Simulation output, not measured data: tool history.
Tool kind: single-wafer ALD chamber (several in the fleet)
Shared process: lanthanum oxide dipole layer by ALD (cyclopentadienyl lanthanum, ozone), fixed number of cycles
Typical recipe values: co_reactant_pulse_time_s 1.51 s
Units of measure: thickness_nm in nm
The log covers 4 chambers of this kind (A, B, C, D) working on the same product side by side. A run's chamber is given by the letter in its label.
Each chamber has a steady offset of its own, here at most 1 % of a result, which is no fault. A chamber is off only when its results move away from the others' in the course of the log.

run,day,co_reactant_pulse_time_s,hours since the last thermocouple change,hours since the last ozone generator service,"read-back reference wafer on the same gauge, thickness_nm",thickness_nm
1A,0.400,1.51,926.4,87.2,0.60311,0.55332
2C,0.742,1.51,880.0,1121.5,0.60290,0.55542
3D,1.096,1.51,855.5,417.3,0.60328,0.55206
4B,1.367,1.51,526.8,461.0,0.60356,0.55359
5C,1.838,1.51,906.3,1147.8,0.60346,0.55272
6A,2.225,1.51,970.2,131.0,0.60341,0.55352
7B,2.546,1.51,555.1,489.3,0.60372,0.55199
8D,2.808,1.51,896.6,458.4,0.60374,0.55226
9D,3.204,1.51,906.1,467.9,0.60410,0.55075
10A,3.621,1.51,1003.7,164.5,0.60389,0.55349
11B,4.088,1.51,592.1,526.3,0.60394,0.55378
12C,4.325,2.04,966.0,1207.5,0.60421,0.57309
13C,4.800,2.04,977.4,1218.9,0.60435,0.57112
14A,5.092,2.04,1039.0,199.8,0.60451,0.57136
15D,5.392,2.04,958.6,520.4,0.60457,0.57053
16B,5.608,1.51,628.6,562.8,0.60445,0.55345
17B,6.067,1.03,639.6,573.8,0.60479,0.50806
18D,6.333,1.03,981.2,543.0,0.60496,0.50684
19C,6.600,1.03,1020.6,1262.1,0.60499,0.50924
20A,6.950,1.03,1083.6,244.4,0.60517,0.50767
21D,7.442,1.51,1007.8,569.6,0.60523,0.55336
22A,7.704,1.51,1101.7,262.5,0.60550,0.55456
23B,7.917,1.51,684.0,618.2,0.60524,0.55366
24C,8.250,1.51,1060.2,1301.7,0.60520,0.55408
25B,8.742,1.51,703.8,638.0,0.60532,0.55447
26A,9.117,1.51,1135.6,296.4,0.60564,0.55505
27C,9.392,1.51,1087.6,1329.1,0.60571,0.55539
28D,9.683,1.51,1061.6,623.4,0.60589,0.55225
29C,10.054,1.51,1103.5,1345.0,0.60596,0.55622
30B,10.417,1.51,744.0,678.2,0.60610,0.55321
31A,10.733,1.51,1174.4,335.2,0.60598,0.55621
32D,11.025,1.51,1093.8,655.6,0.60624,0.55501
33C,11.404,1.51,1135.9,1377.4,0.60643,0.55506
34A,11.767,1.51,1199.2,360.0,0.60635,0.55801
35B,12.175,1.51,786.2,720.4,0.60647,0.55536
36D,12.671,1.51,1133.3,695.1,0.60639,0.55452
37C,13.121,1.51,1177.1,1418.6,0.60681,0.55520
38D,13.504,1.01,1153.3,715.1,0.60666,0.50563
39B,13.946,1.01,828.7,762.9,0.60681,0.50690
40A,14.325,1.01,1260.6,421.4,0.60730,0.50657

Which is it: a chamber that has drifted or been left off by a service, a gauge drift common to all chambers, or only each chamber's usual small offset? If a chamber is off, name it and its likeliest cause.

The gauge drifts, so all chambers seem to drift together. No chamber is off.
Most likely cause: gauge reads high (%) = 0.691.
